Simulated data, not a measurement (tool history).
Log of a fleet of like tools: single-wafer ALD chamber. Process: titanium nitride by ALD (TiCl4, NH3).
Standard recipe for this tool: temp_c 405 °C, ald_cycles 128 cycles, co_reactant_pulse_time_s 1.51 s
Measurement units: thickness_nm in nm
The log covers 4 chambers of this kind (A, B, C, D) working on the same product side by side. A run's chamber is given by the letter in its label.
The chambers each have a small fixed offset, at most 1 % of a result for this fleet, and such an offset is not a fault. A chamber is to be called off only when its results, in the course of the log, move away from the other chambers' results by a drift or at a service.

run   hour  temp_c  ald_cycles  co_reactant_pulse_time_s  hours since the last thermocouple change  read-back reference wafer on the same gauge, thickness_nm  thickness_nm
 1B   11.4     405         128                      1.51                                     449.7                                                     3.0614        2.7921
 2D   16.7     405         128                      1.51                                     985.7                                                     3.0617        2.7973
 3A   26.8     405         128                      1.51                                     678.4                                                     3.0621        2.7925
 4C   37.5     405         128                      1.51                                     285.2                                                     3.0627         2.813
 5C   48.5     405         128                      1.51                                     296.2                                                     3.0624         2.819
 6B   55.2     405         128                      1.51                                     493.5                                                      3.064        2.7937
 7D     62     405         128                      1.51                                      1031                                                     3.0649        2.7943
 8A   67.1     405         128                      1.51                                     718.7                                                     3.0655        2.7927
 9C   78.4     405         128                      1.51                                     326.1                                                     3.0656        2.8138
10B   85.1     405         128                      1.51                                     523.4                                                     3.0656        2.7921
11D   91.2     405         128                      1.51                                    1060.2                                                     3.0651        2.8013
12A   96.7     405         128                      1.51                                     748.3                                                     3.0673        2.7899
13B  105.1     405         128                      1.51                                     543.4                                                     3.0684        2.7934
14D  111.1     405         128                      1.51                                    1080.1                                                     3.0675        2.8035
15C  119.3     405         128                      1.51                                       367                                                     3.0683        2.8142
16A  129.9     405         138                      1.51                                     781.5                                                     3.0688        3.0081
17B  138.1     405         138                      1.51                                     576.4                                                       3.07        3.0117
18D  146.9     405         138                      1.51                                    1115.9                                                     3.0703        3.0184
19A  157.5     405         138                      1.51                                     809.1                                                     3.0718        3.0148
20C  166.5     405         128                      1.51                                     414.2                                                      3.072        2.8209
21C  173.5     405         128                      1.51                                     421.2                                                     3.0726        2.8268
22A  184.5     405         128                      1.51                                     836.1                                                     3.0739        2.7993
23D  190.7     405         128                      1.51                                    1159.7                                                     3.0736        2.8063
24B  200.7     405         128                      1.51                                       639                                                     3.0733         2.801
25B  209.6     405         128                      1.51                                     647.9                                                     3.0751        2.8082
26C  216.7     405         128                      1.51                                     464.4                                                      3.075        2.8253
27A  224.1     405         128                      1.51                                     875.7                                                     3.0751        2.7984

What goes on in this fleet: one chamber off, a drifting gauge, or nothing beyond the chambers' own small offsets? Name the chamber and the cause, if any.

Every chamber seems to shift together because the gauge that measures them all drifts; the chambers themselves are fine.
Cause: gauge reads high (%) = 0.546.
